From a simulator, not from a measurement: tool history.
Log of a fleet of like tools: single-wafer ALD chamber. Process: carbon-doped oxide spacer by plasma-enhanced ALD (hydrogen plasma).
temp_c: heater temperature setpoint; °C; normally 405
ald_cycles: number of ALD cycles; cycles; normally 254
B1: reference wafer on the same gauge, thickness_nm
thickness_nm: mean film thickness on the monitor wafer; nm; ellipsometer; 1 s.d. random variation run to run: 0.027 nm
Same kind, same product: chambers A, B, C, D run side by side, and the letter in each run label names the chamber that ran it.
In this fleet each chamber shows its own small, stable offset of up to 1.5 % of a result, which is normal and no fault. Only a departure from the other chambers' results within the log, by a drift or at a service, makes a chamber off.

{"run": "1C", "hour": 5.9, "temp_c": 405, "ald_cycles": 254, "B1": 12.197, "thickness_nm": 12.65}
{"run": "2A", "hour": 12.8, "temp_c": 405, "ald_cycles": 254, "B1": 12.192, "thickness_nm": 12.53}
{"run": "3D", "hour": 19.6, "temp_c": 405, "ald_cycles": 254, "B1": 12.202, "thickness_nm": 12.511}
{"run": "4B", "hour": 25.6, "temp_c": 405, "ald_cycles": 254, "B1": 12.201, "thickness_nm": 12.524}
{"run": "5A", "hour": 30.6, "temp_c": 405, "ald_cycles": 254, "B1": 12.203, "thickness_nm": 12.467}
{"run": "6B", "hour": 35.8, "temp_c": 405, "ald_cycles": 224, "B1": 12.191, "thickness_nm": 11.044}
{"run": "7C", "hour": 42.9, "temp_c": 405, "ald_cycles": 224, "B1": 12.201, "thickness_nm": 11.171}
{"run": "8D", "hour": 46.4, "temp_c": 405, "ald_cycles": 224, "B1": 12.201, "thickness_nm": 11.054}
{"run": "9B", "hour": 52.6, "temp_c": 405, "ald_cycles": 224, "B1": 12.197, "thickness_nm": 11.032}
{"run": "10A", "hour": 58.1, "temp_c": 405, "ald_cycles": 254, "B1": 12.198, "thickness_nm": 12.528}
{"run": "11D", "hour": 63.4, "temp_c": 405, "ald_cycles": 254, "B1": 12.192, "thickness_nm": 12.508}
{"run": "12C", "hour": 69.6, "temp_c": 405, "ald_cycles": 254, "B1": 12.2, "thickness_nm": 12.664}
{"run": "13A", "hour": 73.0, "temp_c": 405, "ald_cycles": 254, "B1": 12.2, "thickness_nm": 12.497}
{"run": "14C", "hour": 79.4, "temp_c": 405, "ald_cycles": 291, "B1": 12.2, "thickness_nm": 14.506}
{"run": "15B", "hour": 86.4, "temp_c": 405, "ald_cycles": 291, "B1": 12.202, "thickness_nm": 14.321}
{"run": "16D", "hour": 90.4, "temp_c": 405, "ald_cycles": 291, "B1": 12.204, "thickness_nm": 14.327}
{"run": "17B", "hour": 93.8, "temp_c": 405, "ald_cycles": 291, "B1": 12.193, "thickness_nm": 14.352}
{"run": "18C", "hour": 100.6, "temp_c": 405, "ald_cycles": 254, "B1": 12.203, "thickness_nm": 12.701}
{"run": "19D", "hour": 106.0, "temp_c": 400, "ald_cycles": 233, "B1": 12.204, "thickness_nm": 11.669}
{"run": "20A", "hour": 110.8, "temp_c": 400, "ald_cycles": 233, "B1": 12.196, "thickness_nm": 11.66}
{"run": "21B", "hour": 116.4, "temp_c": 400, "ald_cycles": 233, "B1": 12.196, "thickness_nm": 11.677}
{"run": "22C", "hour": 123.6, "temp_c": 400, "ald_cycles": 233, "B1": 12.197, "thickness_nm": 11.762}
{"run": "23D", "hour": 128.7, "temp_c": 405, "ald_cycles": 254, "B1": 12.202, "thickness_nm": 12.535}
{"run": "24A", "hour": 135.6, "temp_c": 405, "ald_cycles": 254, "B1": 12.206, "thickness_nm": 12.456}
{"run": "25C", "hour": 141.7, "temp_c": 405, "ald_cycles": 254, "B1": 12.207, "thickness_nm": 12.688}
{"run": "26A", "hour": 147.5, "temp_c": 405, "ald_cycles": 254, "B1": 12.191, "thickness_nm": 12.473}
{"run": "27D", "hour": 151.2, "temp_c": 394, "ald_cycles": 205, "B1": 12.197, "thickness_nm": 10.255}
{"run": "28B", "hour": 155.8, "temp_c": 394, "ald_cycles": 205, "B1": 12.194, "thickness_nm": 10.256}
{"run": "29B", "hour": 163.1, "temp_c": 394, "ald_cycles": 205, "B1": 12.2, "thickness_nm": 10.267}
{"run": "30D", "hour": 168.2, "temp_c": 394, "ald_cycles": 205, "B1": 12.199, "thickness_nm": 10.244}
{"run": "31C", "hour": 172.0, "temp_c": 405, "ald_cycles": 254, "B1": 12.204, "thickness_nm": 12.654}
{"run": "32A", "hour": 178.8, "temp_c": 405, "ald_cycles": 254, "B1": 12.196, "thickness_nm": 12.467}
{"run": "33C", "hour": 184.0, "temp_c": 405, "ald_cycles": 254, "B1": 12.195, "thickness_nm": 12.712}
{"run": "34D", "hour": 191.0, "temp_c": 405, "ald_cycles": 254, "B1": 12.199, "thickness_nm": 12.567}
{"run": "35A", "hour": 195.2, "temp_c": 405, "ald_cycles": 254, "B1": 12.203, "thickness_nm": 12.498}
{"run": "36B", "hour": 199.4, "temp_c": 405, "ald_cycles": 254, "B1": 12.199, "thickness_nm": 12.485}
{"run": "37A", "hour": 203.4, "temp_c": 405, "ald_cycles": 254, "B1": 12.202, "thickness_nm": 12.585}
{"run": "38C", "hour": 206.9, "temp_c": 405, "ald_cycles": 254, "B1": 12.198, "thickness_nm": 12.697}
{"run": "39D", "hour": 210.6, "temp_c": 405, "ald_cycles": 254, "B1": 12.198, "thickness_nm": 12.522}
{"run": "40B", "hour": 214.0, "temp_c": 417, "ald_cycles": 301, "B1": 12.2, "thickness_nm": 14.308}
{"run": "41B", "hour": 218.4, "temp_c": 417, "ald_cycles": 301, "B1": 12.197, "thickness_nm": 14.296}
{"run": "42A", "hour": 224.2, "temp_c": 417, "ald_cycles": 301, "B1": 12.197, "thickness_nm": 14.313}

Which is it: a chamber that has drifted or been left off by a service, a gauge drift common to all chambers, or only each chamber's usual small offset? If a chamber is off, name it and its likeliest cause.

No chamber is off and the gauge is stable; the differences are just each chamber's small, constant offset.
